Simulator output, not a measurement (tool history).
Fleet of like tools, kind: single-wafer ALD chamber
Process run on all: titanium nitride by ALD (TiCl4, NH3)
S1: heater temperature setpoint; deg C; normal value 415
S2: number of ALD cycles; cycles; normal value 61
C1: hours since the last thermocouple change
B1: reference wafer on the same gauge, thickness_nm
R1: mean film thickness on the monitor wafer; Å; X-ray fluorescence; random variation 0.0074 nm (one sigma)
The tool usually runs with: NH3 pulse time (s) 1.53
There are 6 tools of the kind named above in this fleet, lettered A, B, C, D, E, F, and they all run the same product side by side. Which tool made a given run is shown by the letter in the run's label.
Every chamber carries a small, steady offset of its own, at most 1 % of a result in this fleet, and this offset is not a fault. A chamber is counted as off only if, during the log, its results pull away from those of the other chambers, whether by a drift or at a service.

run 1A day=0.229 | S1=415 S2=61 NH3_pulse_time_(s)=1.53 | C1=2317.9 | B1=1.4499 | R1=13.356
run 2C day=0.475 | S1=415 S2=61 NH3_pulse_time_(s)=1.53 | C1=1629.4 | B1=1.4498 | R1=13.492
run 3F day=0.725 | S1=415 S2=61 NH3_pulse_time_(s)=1.53 | C1=1332.7 | B1=1.4504 | R1=13.492
run 4E day=1.008 | S1=415 S2=61 NH3_pulse_time_(s)=1.53 | C1=1018.9 | B1=1.4495 | R1=13.505
run 5D day=1.221 | S1=415 S2=61 NH3_pulse_time_(s)=1.53 | C1=1612.7 | B1=1.4498 | R1=13.364
run 6B day=1.567 | S1=415 S2=61 NH3_pulse_time_(s)=1.53 | C1=2316.9 | B1=1.4489 | R1=13.474
run 7C day=1.917 | S1=415 S2=61 NH3_pulse_time_(s)=1.53 | C1=1664 | B1=1.4501 | R1=13.52
run 8B day=2.208 | S1=415 S2=61 NH3_pulse_time_(s)=1.53 | C1=2332.3 | B1=1.4497 | R1=13.347
run 9D day=2.438 | S1=415 S2=61 NH3_pulse_time_(s)=1.53 | C1=1641.9 | B1=1.4482 | R1=13.332
run 10A day=2.771 | S1=428 S2=54 NH3_pulse_time_(s)=1.53 | C1=2378.9 | B1=1.4483 | R1=11.875
run 11E day=3.1 | S1=428 S2=54 NH3_pulse_time_(s)=1.53 | C1=1069.1 | B1=1.4505 | R1=12.027
run 12F day=3.483 | S1=428 S2=54 NH3_pulse_time_(s)=1.53 | C1=1398.9 | B1=1.4486 | R1=11.881
run 13D day=3.717 | S1=428 S2=54 NH3_pulse_time_(s)=1.53 | C1=1672.6 | B1=1.4507 | R1=11.947
run 14B day=4.05 | S1=428 S2=54 NH3_pulse_time_(s)=1.53 | C1=2376.5 | B1=1.4495 | R1=11.987
run 15E day=4.383 | S1=428 S2=54 NH3_pulse_time_(s)=1.53 | C1=1099.9 | B1=1.4516 | R1=11.982
run 16F day=4.775 | S1=415 S2=61 NH3_pulse_time_(s)=1.53 | C1=1429.9 | B1=1.45 | R1=13.301
run 17C day=5 | S1=415 S2=61 NH3_pulse_time_(s)=1.53 | C1=1738 | B1=1.4488 | R1=13.349
run 18A day=5.225 | S1=427 S2=51 NH3_pulse_time_(s)=1.53 | C1=2437.8 | B1=1.4504 | R1=11.231
run 19F day=5.633 | S1=427 S2=51 NH3_pulse_time_(s)=1.53 | C1=1450.5 | B1=1.4489 | R1=11.239
run 20E day=5.975 | S1=427 S2=51 NH3_pulse_time_(s)=1.53 | C1=1138.1 | B1=1.4507 | R1=11.355
run 21B day=6.4 | S1=427 S2=51 NH3_pulse_time_(s)=1.53 | C1=2432.9 | B1=1.4497 | R1=11.247
run 22C day=6.829 | S1=427 S2=51 NH3_pulse_time_(s)=1.53 | C1=1781.9 | B1=1.4491 | R1=11.394
run 23A day=7.204 | S1=427 S2=51 NH3_pulse_time_(s)=1.53 | C1=2485.3 | B1=1.4495 | R1=11.272
run 24D day=7.458 | S1=415 S2=61 NH3_pulse_time_(s)=1.53 | C1=1762.4 | B1=1.4494 | R1=13.346
-- day=7.629 chamber F: thermocouple changed; heater temperature recalibrated
run 25A day=7.788 | S1=415 S2=61 NH3_pulse_time_(s)=1.53 | C1=2499.3 | B1=1.451 | R1=13.347
run 26E day=8.175 | S1=415 S2=61 NH3_pulse_time_(s)=1.99 | C1=1190.9 | B1=1.4502 | R1=13.739
run 27B day=8.45 | S1=415 S2=61 NH3_pulse_time_(s)=1.99 | C1=2482.1 | B1=1.4496 | R1=13.637
run 28F day=8.762 | S1=415 S2=61 NH3_pulse_time_(s)=1.99 | C1=27.2 | B1=1.4494 | R1=13.62
run 29D day=9.15 | S1=415 S2=61 NH3_pulse_time_(s)=1.99 | C1=1803 | B1=1.4507 | R1=13.404
run 30C day=9.475 | S1=415 S2=61 NH3_pulse_time_(s)=1.99 | C1=1845.4 | B1=1.453 | R1=13.644
run 31F day=9.8 | S1=415 S2=61 NH3_pulse_time_(s)=1.99 | C1=52.1 | B1=1.4479 | R1=13.451
-- day=10.058 chamber B: thermocouple changed; heater temperature recalibrated
run 32D day=10.138 | S1=415 S2=61 NH3_pulse_time_(s)=1.53 | C1=1826.7 | B1=1.4497 | R1=13.312
run 33A day=10.542 | S1=415 S2=71 NH3_pulse_time_(s)=0.98 | C1=2565.4 | B1=1.4506 | R1=15.263
run 34E day=10.879 | S1=415 S2=71 NH3_pulse_time_(s)=0.98 | C1=1255.8 | B1=1.4473 | R1=15.399
run 35B day=11.283 | S1=415 S2=71 NH3_pulse_time_(s)=0.98 | C1=29.5 | B1=1.4505 | R1=15.169
run 36C day=11.558 | S1=415 S2=71 NH3_pulse_time_(s)=0.98 | C1=1895.4 | B1=1.4483 | R1=15.36
run 37E day=11.883 | S1=415 S2=71 NH3_pulse_time_(s)=0.98 | C1=1279.9 | B1=1.45 | R1=15.345
-- day=12.238 chamber C: thermocouple changed; heater temperature recalibrated
run 38D day=12.258 | S1=415 S2=71 NH3_pulse_time_(s)=0.98 | C1=1877.6 | B1=1.451 | R1=15.286
run 39F day=12.5 | S1=415 S2=61 NH3_pulse_time_(s)=1.53 | C1=116.9 | B1=1.449 | R1=13.319
run 40A day=12.771 | S1=415 S2=61 NH3_pulse_time_(s)=1.53 | C1=2618.9 | B1=1.4501 | R1=13.303
run 41C day=13.146 | S1=415 S2=61 NH3_pulse_time_(s)=1.53 | C1=21.8 | B1=1.449 | R1=13.545
run 42B day=13.412 | S1=415 S2=61 NH3_pulse_time_(s)=1.53 | C1=80.6 | B1=1.4499 | R1=13.534
run 43C day=13.733 | S1=415 S2=61 NH3_pulse_time_(s)=1.53 | C1=35.9 | B1=1.4501 | R1=13.44
run 44A day=14.075 | S1=415 S2=61 NH3_pulse_time_(s)=1.53 | C1=2650.2 | B1=1.4503 | R1=13.258

Each of the 6 chambers runs these same settings next. Fill in every chamber's results:
run 45A day=14.383 | S1=423 S2=61 NH3_pulse_time_(s)=1.53 | R1=?
run 45B day=14.383 | S1=423 S2=61 NH3_pulse_time_(s)=1.53 | R1=?
run 45C day=14.383 | S1=423 S2=61 NH3_pulse_time_(s)=1.53 | R1=?
run 45D day=14.383 | S1=423 S2=61 NH3_pulse_time_(s)=1.53 | R1=?
run 45E day=14.383 | S1=423 S2=61 NH3_pulse_time_(s)=1.53 | R1=?
run 45F day=14.383 | S1=423 S2=61 NH3_pulse_time_(s)=1.53 | R1=?

run=45A R1=13.438
run=45B R1=13.404
run=45C R1=13.547
run=45D R1=13.476
run=45E R1=13.59
run=45F R1=13.396
